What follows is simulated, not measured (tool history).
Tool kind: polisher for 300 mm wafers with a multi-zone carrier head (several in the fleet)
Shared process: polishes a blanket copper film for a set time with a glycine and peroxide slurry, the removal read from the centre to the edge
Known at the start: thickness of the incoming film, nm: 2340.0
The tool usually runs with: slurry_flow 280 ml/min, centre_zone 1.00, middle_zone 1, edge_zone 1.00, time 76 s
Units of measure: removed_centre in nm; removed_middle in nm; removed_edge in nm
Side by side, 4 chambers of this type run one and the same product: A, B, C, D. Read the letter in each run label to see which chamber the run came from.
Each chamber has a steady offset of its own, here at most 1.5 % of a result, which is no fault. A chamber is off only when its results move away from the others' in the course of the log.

Run 1D, hour 3.9: usual settings. Result: removed_centre 285.56 nm, removed_middle 279.69 nm, removed_edge 281.78 nm.
Run 2B, hour 8.1: usual settings. Result: removed_centre 280.33 nm, removed_middle 275.36 nm, removed_edge 278.07 nm.
Run 3C, hour 12.1: usual settings. Result: removed_centre 278.17 nm, removed_middle 282.37 nm, removed_edge 283.82 nm.
At hour 12.6: chamber D: centre zone pressure recalibrated.
Run 4A, hour 16.8: usual settings. Result: removed_centre 277.95 nm, removed_middle 286.50 nm, removed_edge 281.00 nm.
Run 5B, hour 21.4: usual settings but edge_zone 1.11. Result: removed_centre 283.11 nm, removed_middle 275.89 nm, removed_edge 299.58 nm.
Run 6D, hour 23.8: usual settings but edge_zone 1.11. Result: removed_centre 282.15 nm, removed_middle 278.79 nm, removed_edge 299.05 nm.
Run 7C, hour 26.2: usual settings but edge_zone 1.11. Result: removed_centre 278.83 nm, removed_middle 277.24 nm, removed_edge 300.50 nm.
Run 8A, hour 30.7: usual settings but edge_zone 1.11. Result: removed_centre 276.85 nm, removed_middle 280.51 nm, removed_edge 291.75 nm.
Run 9A, hour 35.7: usual settings. Result: removed_centre 278.67 nm, removed_middle 271.91 nm, removed_edge 278.51 nm.
Run 10D, hour 40.4: usual settings. Result: removed_centre 281.50 nm, removed_middle 281.93 nm, removed_edge 276.58 nm.
At hour 40.5: chamber B: worn pad replaced by a new one.
Run 11C, hour 43.6: usual settings. Result: removed_centre 278.61 nm, removed_middle 283.92 nm, removed_edge 277.90 nm.
Run 12B, hour 47.8: usual settings. Result: removed_centre 279.60 nm, removed_middle 283.57 nm, removed_edge 283.58 nm.
At hour 48.3: chamber A: worn pad replaced by a new one.
Run 13D, hour 51.7: usual settings. Result: removed_centre 280.79 nm, removed_middle 275.94 nm, removed_edge 276.39 nm.
Run 14A, hour 54.9: usual settings. Result: removed_centre 281.98 nm, removed_middle 276.53 nm, removed_edge 280.21 nm.
Run 15C, hour 58.9: usual settings. Result: removed_centre 278.50 nm, removed_middle 285.28 nm, removed_edge 276.25 nm.
Run 16B, hour 61.8: usual settings. Result: removed_centre 279.37 nm, removed_middle 275.77 nm, removed_edge 279.68 nm.
Run 17B, hour 65.9: usual settings. Result: removed_centre 278.94 nm, removed_middle 274.75 nm, removed_edge 283.22 nm.
Run 18A, hour 69.8: usual settings. Result: removed_centre 279.68 nm, removed_middle 278.54 nm, removed_edge 277.72 nm.
Run 19D, hour 74.7: usual settings. Result: removed_centre 275.05 nm, removed_middle 275.49 nm, removed_edge 272.44 nm.
Run 20C, hour 78.2: usual settings. Result: removed_centre 283.46 nm, removed_middle 279.98 nm, removed_edge 278.49 nm.
At hour 78.3: chamber C: worn pad replaced by a new one.
Run 21A, hour 82.5: usual settings. Result: removed_centre 281.79 nm, removed_middle 278.94 nm, removed_edge 276.69 nm.
At hour 85.0: chamber A: centre zone pressure recalibrated.
Run 22B, hour 86.0: usual settings. Result: removed_centre 280.40 nm, removed_middle 282.33 nm, removed_edge 279.89 nm.
Run 23D, hour 91.0: usual settings. Result: removed_centre 273.85 nm, removed_middle 266.30 nm, removed_edge 272.11 nm.
Run 24C, hour 93.8: usual settings. Result: removed_centre 278.97 nm, removed_middle 278.88 nm, removed_edge 281.44 nm.
Run 25C, hour 98.4: usual settings but centre_zone 1.06, time 55 s. Result: removed_centre 213.76 nm, removed_middle 205.41 nm, removed_edge 203.78 nm.
Run 26D, hour 100.8: usual settings but centre_zone 1.06, time 55 s. Result: removed_centre 206.74 nm, removed_middle 193.97 nm, removed_edge 195.10 nm.
At hour 101.7: chamber A: worn pad replaced by a new one.
Run 27B, hour 105.9: usual settings but centre_zone 1.06, time 55 s. Result: removed_centre 216.63 nm, removed_middle 202.85 nm, removed_edge 204.14 nm.
Run 28A, hour 109.7: usual settings but centre_zone 1.06, time 55 s. Result: removed_centre 218.22 nm, removed_middle 203.55 nm, removed_edge 200.20 nm.
Run 29B, hour 114.1: usual settings. Result: removed_centre 279.24 nm, removed_middle 277.37 nm, removed_edge 279.89 nm.
Run 30C, hour 117.8: usual settings. Result: removed_centre 278.44 nm, removed_middle 282.63 nm, removed_edge 281.73 nm.
Run 31D, hour 122.7: usual settings. Result: removed_centre 267.18 nm, removed_middle 266.13 nm, removed_edge 268.64 nm.
Run 32A, hour 126.2: usual settings. Result: removed_centre 279.04 nm, removed_middle 275.80 nm, removed_edge 272.06 nm.

Predict what each chamber gives when all 4 of them run the settings below next.
Run 33A, hour 129.9: usual settings. Result: removed_centre ?, removed_middle ?, removed_edge ?.
Run 33B, hour 129.9: usual settings. Result: removed_centre ?, removed_middle ?, removed_edge ?.
Run 33C, hour 129.9: usual settings. Result: removed_centre ?, removed_middle ?, removed_edge ?.
Run 33D, hour 129.9: usual settings. Result: removed_centre ?, removed_middle ?, removed_edge ?.

run  removed_centre  removed_middle  removed_edge
33A          280.53          276.99        275.00
33B          280.96          276.15        280.17
33C          277.24          280.89        282.50
33D          268.24          267.62        266.29
